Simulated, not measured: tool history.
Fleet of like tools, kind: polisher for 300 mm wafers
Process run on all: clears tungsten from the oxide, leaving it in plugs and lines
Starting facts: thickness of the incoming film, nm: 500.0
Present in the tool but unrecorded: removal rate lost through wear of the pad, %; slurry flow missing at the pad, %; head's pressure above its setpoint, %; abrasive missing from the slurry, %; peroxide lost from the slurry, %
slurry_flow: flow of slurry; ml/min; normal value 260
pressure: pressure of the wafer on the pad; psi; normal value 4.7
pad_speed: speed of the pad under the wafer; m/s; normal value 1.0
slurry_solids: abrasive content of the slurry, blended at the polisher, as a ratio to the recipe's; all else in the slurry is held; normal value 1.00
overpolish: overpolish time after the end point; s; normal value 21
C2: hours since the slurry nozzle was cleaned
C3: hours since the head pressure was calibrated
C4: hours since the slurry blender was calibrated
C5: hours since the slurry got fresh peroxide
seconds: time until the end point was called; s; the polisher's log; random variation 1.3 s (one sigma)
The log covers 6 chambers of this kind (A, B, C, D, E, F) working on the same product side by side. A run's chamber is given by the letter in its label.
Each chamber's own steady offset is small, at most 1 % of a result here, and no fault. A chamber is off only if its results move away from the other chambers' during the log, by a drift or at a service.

-- hour=3.5 chamber B: worn pad replaced by a new one
run 1F hour=6.2 | slurry_flow=260 pressure=4.7 pad_speed=1.0 slurry_solids=1.00 overpolish=21 | wafers_polished_on_this_pad=407 C2=546.7 C3=493.8 C4=263.6 C5=84.7 | seconds=90.572
run 2E hour=9.9 | slurry_flow=260 pressure=4.7 pad_speed=1.0 slurry_solids=1.00 overpolish=21 | wafers_polished_on_this_pad=348 C2=298.4 C3=337.8 C4=143.7 C5=145.6 | seconds=88.607
-- hour=15.4 chamber A: slurry nozzle cleaned
run 3A hour=16.3 | slurry_flow=260 pressure=4.7 pad_speed=1.0 slurry_solids=1.00 overpolish=21 | wafers_polished_on_this_pad=1263 C2=0.9 C3=1568.1 C4=128.2 C5=19.2 | seconds=88.491
run 4D hour=20.4 | slurry_flow=260 pressure=4.7 pad_speed=1.0 slurry_solids=1.00 overpolish=21 | wafers_polished_on_this_pad=307 C2=398.5 C3=812.4 C4=365.0 C5=85.2 | seconds=88.725
-- hour=22.3 chamber D: slurry tank refilled with fresh slurry and peroxide
-- hour=23.5 chamber E: slurry tank refilled with fresh slurry and peroxide
run 5C hour=24.3 | slurry_flow=260 pressure=4.7 pad_speed=1.0 slurry_solids=1.00 overpolish=21 | wafers_polished_on_this_pad=707 C2=134.8 C3=116.4 C4=216.7 C5=65.7 | seconds=92.842
-- hour=24.5 chamber E: slurry blender recalibrated
-- hour=28.6 chamber A: worn pad replaced by a new one
run 6B hour=29.5 | slurry_flow=260 pressure=4.7 pad_speed=1.0 slurry_solids=1.00 overpolish=21 | wafers_polished_on_this_pad=146 C2=342.4 C3=324.7 C4=289.4 C5=103.5 | seconds=88.782
run 7A hour=33.0 | slurry_flow=195 pressure=5.9 pad_speed=1.0 slurry_solids=1.00 overpolish=21 | wafers_polished_on_this_pad=25 C2=17.6 C3=1584.8 C4=144.9 C5=35.9 | seconds=72.983
run 8C hour=36.2 | slurry_flow=195 pressure=5.9 pad_speed=1.0 slurry_solids=1.00 overpolish=21 | wafers_polished_on_this_pad=774 C2=146.7 C3=128.3 C4=228.6 C5=77.6 | seconds=73.970
-- hour=40.0 chamber B: slurry tank refilled with fresh slurry and peroxide
-- hour=41.5 chamber C: worn pad replaced by a new one
run 9E hour=41.9 | slurry_flow=195 pressure=5.9 pad_speed=1.0 slurry_solids=1.00 overpolish=21 | wafers_polished_on_this_pad=529 C2=330.4 C3=369.8 C4=17.5 C5=18.5 | seconds=72.229
run 10B hour=47.5 | slurry_flow=195 pressure=5.9 pad_speed=1.0 slurry_solids=1.00 overpolish=21 | wafers_polished_on_this_pad=248 C2=360.4 C3=342.7 C4=307.4 C5=7.5 | seconds=73.147
run 11D hour=50.8 | slurry_flow=195 pressure=5.9 pad_speed=1.0 slurry_solids=1.00 overpolish=21 | wafers_polished_on_this_pad=479 C2=428.9 C3=842.8 C4=395.4 C5=28.6 | seconds=70.598
run 12F hour=56.8 | slurry_flow=195 pressure=5.9 pad_speed=1.0 slurry_solids=1.00 overpolish=21 | wafers_polished_on_this_pad=692 C2=597.3 C3=544.4 C4=314.2 C5=135.3 | seconds=72.575
run 13D hour=62.6 | slurry_flow=260 pressure=4.7 pad_speed=1.0 slurry_solids=1.00 overpolish=21 | wafers_polished_on_this_pad=545 C2=440.7 C3=854.6 C4=407.2 C5=40.4 | seconds=85.363
run 14C hour=68.5 | slurry_flow=260 pressure=4.7 pad_speed=1.1 slurry_solids=1.00 overpolish=13 | wafers_polished_on_this_pad=152 C2=179.0 C3=160.6 C4=260.9 C5=109.9 | seconds=83.284
run 15B hour=75.2 | slurry_flow=260 pressure=4.7 pad_speed=1.1 slurry_solids=1.00 overpolish=13 | wafers_polished_on_this_pad=404 C2=388.1 C3=370.4 C4=335.1 C5=35.2 | seconds=80.050
-- hour=76.9 chamber F: slurry tank refilled with fresh slurry and peroxide
run 16A hour=79.6 | slurry_flow=260 pressure=4.7 pad_speed=1.1 slurry_solids=1.00 overpolish=13 | wafers_polished_on_this_pad=288 C2=64.2 C3=1631.4 C4=191.5 C5=82.5 | seconds=83.827
run 17E hour=84.8 | slurry_flow=260 pressure=4.7 pad_speed=1.1 slurry_solids=1.00 overpolish=13 | wafers_polished_on_this_pad=771 C2=373.3 C3=412.7 C4=60.4 C5=61.4 | seconds=83.084
-- hour=84.9 chamber B: slurry nozzle cleaned
run 18F hour=88.2 | slurry_flow=260 pressure=4.7 pad_speed=1.1 slurry_solids=1.00 overpolish=13 | wafers_polished_on_this_pad=870 C2=628.7 C3=575.8 C4=345.6 C5=11.3 | seconds=79.896
-- hour=89.8 chamber F: slurry blender recalibrated
-- hour=93.3 chamber A: head pressure recalibrated
run 19E hour=93.3 | slurry_flow=260 pressure=4.7 pad_speed=1.1 slurry_solids=1.00 overpolish=13 | wafers_polished_on_this_pad=818 C2=381.8 C3=421.2 C4=68.9 C5=69.9 | seconds=83.670
run 20B hour=98.6 | slurry_flow=260 pressure=4.7 pad_speed=1.0 slurry_solids=1.00 overpolish=21 | wafers_polished_on_this_pad=536 C2=13.7 C3=393.8 C4=358.5 C5=58.6 | seconds=91.462
-- hour=100.3 chamber B: worn pad replaced by a new one
-- hour=103.8 chamber A: slurry tank refilled with fresh slurry and peroxide
run 21A hour=104.8 | slurry_flow=260 pressure=4.7 pad_speed=1.0 slurry_solids=1.00 overpolish=21 | wafers_polished_on_this_pad=430 C2=89.4 C3=11.5 C4=216.7 C5=1.1 | seconds=92.374
-- hour=108.6 chamber D: slurry tank refilled with fresh slurry and peroxide
run 22D hour=109.8 | slurry_flow=260 pressure=4.7 pad_speed=1.0 slurry_solids=1.00 overpolish=21 | wafers_polished_on_this_pad=811 C2=487.9 C3=901.8 C4=454.4 C5=1.2 | seconds=87.874
-- hour=115.9 chamber D: slurry blender recalibrated
run 23C hour=116.2 | slurry_flow=260 pressure=4.7 pad_speed=1.0 slurry_solids=1.00 overpolish=21 | wafers_polished_on_this_pad=421 C2=226.7 C3=208.3 C4=308.6 C5=157.6 | seconds=98.733
run 24F hour=123.2 | slurry_flow=260 pressure=4.7 pad_speed=1.0 slurry_solids=1.00 overpolish=33 | wafers_polished_on_this_pad=1067 C2=663.7 C3=610.8 C4=33.5 C5=46.3 | seconds=87.359
-- hour=126.5 chamber F: worn pad replaced by a new one
run 25C hour=128.3 | slurry_flow=260 pressure=4.7 pad_speed=1.0 slurry_solids=1.00 overpolish=33 | wafers_polished_on_this_pad=489 C2=238.8 C3=220.4 C4=320.7 C5=169.7 | seconds=98.838
run 26F hour=132.3 | slurry_flow=260 pressure=4.7 pad_speed=1.0 slurry_solids=1.00 overpolish=33 | wafers_polished_on_this_pad=32 C2=672.8 C3=619.9 C4=42.6 C5=55.4 | seconds=88.918
run 27D hour=139.2 | slurry_flow=260 pressure=4.7 pad_speed=1.0 slurry_solids=1.00 overpolish=33 | wafers_polished_on_this_pad=977 C2=517.3 C3=931.2 C4=23.4 C5=30.6 | seconds=88.521
-- hour=142.0 chamber D: worn pad replaced by a new one
run 28A hour=143.8 | slurry_flow=260 pressure=4.7 pad_speed=1.0 slurry_solids=1.00 overpolish=33 | wafers_polished_on_this_pad=650 C2=128.4 C3=50.5 C4=255.7 C5=40.1 | seconds=87.436
-- hour=145.8 chamber B: slurry tank refilled with fresh slurry and peroxide
run 29B hour=147.7 | slurry_flow=260 pressure=4.7 pad_speed=1.0 slurry_solids=1.00 overpolish=33 | wafers_polished_on_this_pad=267 C2=62.8 C3=442.9 C4=407.6 C5=2.0 | seconds=89.194
-- hour=150.2 chamber E: slurry nozzle cleaned
run 30E hour=151.5 | slurry_flow=260 pressure=4.7 pad_speed=1.0 slurry_solids=1.00 overpolish=21 | wafers_polished_on_this_pad=1147 C2=1.4 C3=479.4 C4=127.1 C5=128.1 | seconds=89.586
-- hour=152.2 chamber D: head pressure recalibrated
run 31A hour=157.9 | slurry_flow=260 pressure=4.7 pad_speed=1.0 slurry_solids=1.00 overpolish=21 | wafers_polished_on_this_pad=730 C2=142.5 C3=64.6 C4=269.8 C5=54.2 | seconds=88.620
run 32F hour=163.6 | slurry_flow=260 pressure=4.7 pad_speed=1.0 slurry_solids=1.00 overpolish=21 | wafers_polished_on_this_pad=209 C2=704.1 C3=651.2 C4=73.9 C5=86.7 | seconds=88.960
-- hour=163.8 chamber E: slurry tank refilled with fresh slurry and peroxide
run 33E hour=169.6 | slurry_flow=345 pressure=4.7 pad_speed=1.0 slurry_solids=1.15 overpolish=21 | wafers_polished_on_this_pad=1249 C2=19.5 C3=497.5 C4=145.2 C5=5.8 | seconds=84.799
run 34B hour=175.5 | slurry_flow=345 pressure=4.7 pad_speed=1.0 slurry_solids=1.15 overpolish=21 | wafers_polished_on_this_pad=424 C2=90.6 C3=470.7 C4=435.4 C5=29.8 | seconds=84.718
run 35D hour=178.6 | slurry_flow=345 pressure=4.7 pad_speed=1.0 slurry_solids=1.15 overpolish=21 | wafers_polished_on_this_pad=206 C2=556.7 C3=26.4 C4=62.8 C5=70.0 | seconds=83.046
-- hour=179.8 chamber C: worn pad replaced by a new one
run 36C hour=184.1 | slurry_flow=345 pressure=4.7 pad_speed=1.0 slurry_solids=1.15 overpolish=21 | wafers_polished_on_this_pad=24 C2=294.6 C3=276.2 C4=376.5 C5=225.5 | seconds=100.680

Decide between three cases: one chamber stands off from its peers, the gauge reading all wafers drifts, or nothing is wrong past each chamber's small offset. Where a chamber is off, say which and what most likely put it there.

Little by little, chamber C moves away from the other chambers.
What lies behind it: peroxide lost from the slurry, % = 38.

Here are 4 candidates for chamber C's next run, each the usual settings with a change, their results left as question marks. Which one brings its results back in line with what the others give on the usual settings?
Maximum distance from the other chambers' mean on the usual settings for a result to count as in line: seconds 4.600 s
run 37C-1 hour=189.2 | slurry_flow=250 pressure=4.7 pad_speed=0.68 slurry_solids=1.00 overpolish=21 | seconds=?
run 37C-2 hour=189.2 | slurry_flow=260 pressure=3.9 pad_speed=1.00 slurry_solids=0.95 overpolish=21 | seconds=?
run 37C-3 hour=189.2 | slurry_flow=260 pressure=5.7 pad_speed=1.00 slurry_solids=1.00 overpolish=21 | seconds=?
run 37C-4 hour=189.2 | slurry_flow=260 pressure=6.8 pad_speed=1.00 slurry_solids=1.00 overpolish=21 | seconds=?

Average result of the remaining chambers running the usual settings: seconds 89.108 s
run=37C-1 seconds=161.790
run=37C-2 seconds=134.730
run=37C-3 seconds=90.878
run=37C-4 seconds=76.112
It is 37C-3 that realigns the chamber with its peers.

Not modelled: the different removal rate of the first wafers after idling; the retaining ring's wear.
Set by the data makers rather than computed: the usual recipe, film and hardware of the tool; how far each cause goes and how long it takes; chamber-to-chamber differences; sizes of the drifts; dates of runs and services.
